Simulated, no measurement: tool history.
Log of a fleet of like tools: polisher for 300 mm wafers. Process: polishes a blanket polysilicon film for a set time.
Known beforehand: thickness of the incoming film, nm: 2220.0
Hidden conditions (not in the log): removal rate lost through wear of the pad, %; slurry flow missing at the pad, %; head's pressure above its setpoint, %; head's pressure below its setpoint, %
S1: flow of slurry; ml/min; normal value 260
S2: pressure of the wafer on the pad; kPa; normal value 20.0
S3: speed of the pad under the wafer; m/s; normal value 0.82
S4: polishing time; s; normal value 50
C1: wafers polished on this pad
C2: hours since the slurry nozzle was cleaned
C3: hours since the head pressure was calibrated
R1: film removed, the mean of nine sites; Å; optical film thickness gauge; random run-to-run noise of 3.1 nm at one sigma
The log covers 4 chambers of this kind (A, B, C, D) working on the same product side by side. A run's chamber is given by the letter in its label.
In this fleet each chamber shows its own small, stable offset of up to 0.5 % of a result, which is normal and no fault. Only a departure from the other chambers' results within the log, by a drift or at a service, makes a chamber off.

run   hour   S1    S2    S3  S4    C1     C2      C3      R1
 1B   13.7  260  20.0  0.82  50   602  265.1   136.3  3371.6
 2C   24.6  260  20.0  0.82  50   248  474.2   191.3  3380.4
 3D   38.5  260  20.0  0.82  50   535  246.3    63.9  3347.2
 4A   46.5  260  20.0  0.82  50   649  278.5  1099.5  3322.2
 5B   59.6  260  20.0  1.08  59   908  311.0   182.2  5214.7
 6C   71.0  260  20.0  1.08  59   557  520.6   237.7  5288.6
 7D   80.8  260  20.0  1.08  59   816  288.6   106.2  5262.8
      88.7  -- chamber D: worn pad replaced by a new one
 8A   90.3  260  20.0  1.08  59   941  322.3  1143.3  5133.3
      91.0  -- chamber B: worn pad replaced by a new one
 9B  102.2  260  20.0  0.82  50    74  353.6   224.8  3361.8
10A  111.3  260  20.0  0.82  50  1081  343.3  1164.3  3387.2
     124.3  -- chamber A: worn pad replaced by a new one
11C  125.8  260  20.0  0.82  50   922  575.4   292.5  3407.4
12D  133.7  260  20.0  0.82  50   300  341.5   159.1  3348.6
13D  143.4  175  20.0  0.82  66   364  351.2   168.8  4295.0
     144.6  -- chamber C: worn pad replaced by a new one
14B  153.1  175  20.0  0.82  66   413  404.5   275.7  4163.6
15A  162.0  175  20.0  0.82  66   251  394.0  1215.0  4259.0
     170.4  -- chamber A: slurry nozzle cleaned
16C  170.9  175  20.0  0.82  66   175  620.5   337.6  4206.9
17B  184.2  260  20.0  0.82  50   620  435.6   306.8  3279.9
18A  194.2  260  20.0  0.82  50   465   23.8  1247.2  3397.0
19D  207.5  260  20.0  0.82  50   791  415.3   232.9  3452.2
20C  216.3  260  20.0  0.82  50   478  665.9   383.0  3365.4
21B  227.5  260  20.0  0.82  50   908  478.9   350.1  3273.8
     228.3  -- chamber A: head pressure recalibrated
     234.4  -- chamber D: worn pad replaced by a new one
22D  235.0  260  20.0  0.82  50     4  442.8   260.4  3373.8
23A  244.4  305  20.0  0.82  43   799   74.0    16.1  2944.1
24C  252.2  305  20.0  0.82  43   717  701.8   418.9  2938.3
     258.4  -- chamber B: worn pad replaced by a new one
     265.3  -- chamber D: slurry nozzle cleaned
25D  265.7  305  20.0  0.82  43   208    0.5   291.1  2953.3
     274.1  -- chamber C: slurry nozzle cleaned
26A  275.0  305  20.0  0.82  43  1003  104.6    46.7  2974.0
27C  284.5  260  20.0  0.82  50   932   10.4   451.2  3397.5
     289.5  -- chamber C: worn pad replaced by a new one
28B  294.5  260  20.0  0.82  50   240  545.9   417.1  3202.1
29A  306.4  260  20.0  0.82  66  1212  136.0    78.1  4437.4
30B  321.3  260  20.0  0.82  66   419  572.7   443.9  4163.3
31D  334.8  260  20.0  0.82  66   668   69.6   360.2  4446.9
32C  348.5  260  20.0  0.82  66   392   74.4   515.2  4499.7

Decide between three cases: one chamber stands off from its peers, the gauge reading all wafers drifts, or nothing is wrong past each chamber's small offset. Where a chamber is off, say which and what most likely put it there.

One chamber, B, drifts off from the rest bit by bit.
What lies behind it: head's pressure below its setpoint, % = 7.36.
The log may not separate it from: slurry flow missing at the pad, %.

Here are 4 candidates for chamber B's next run, each the usual settings with a change, their results left as question marks. Which one brings its results back in line with what the others give on the usual settings?
In line means no further than this from the other chambers' mean on the usual settings: R1 110.0 Å
33B-1  359.3  260  20.0  0.82  49               ?
33B-2  359.3  260  20.0  0.82  51               ?
33B-3  359.3  260  20.7  0.84  51               ?
33B-4  359.3  260  18.6  0.82  50               ?

Mean of the other chambers on the usual settings: R1 3375.9 Å
  run      R1
33B-1  3052.2
33B-2  3176.8
33B-3  3368.5
33B-4  2896.5
33B-3 puts the chamber back in line with the other chambers.

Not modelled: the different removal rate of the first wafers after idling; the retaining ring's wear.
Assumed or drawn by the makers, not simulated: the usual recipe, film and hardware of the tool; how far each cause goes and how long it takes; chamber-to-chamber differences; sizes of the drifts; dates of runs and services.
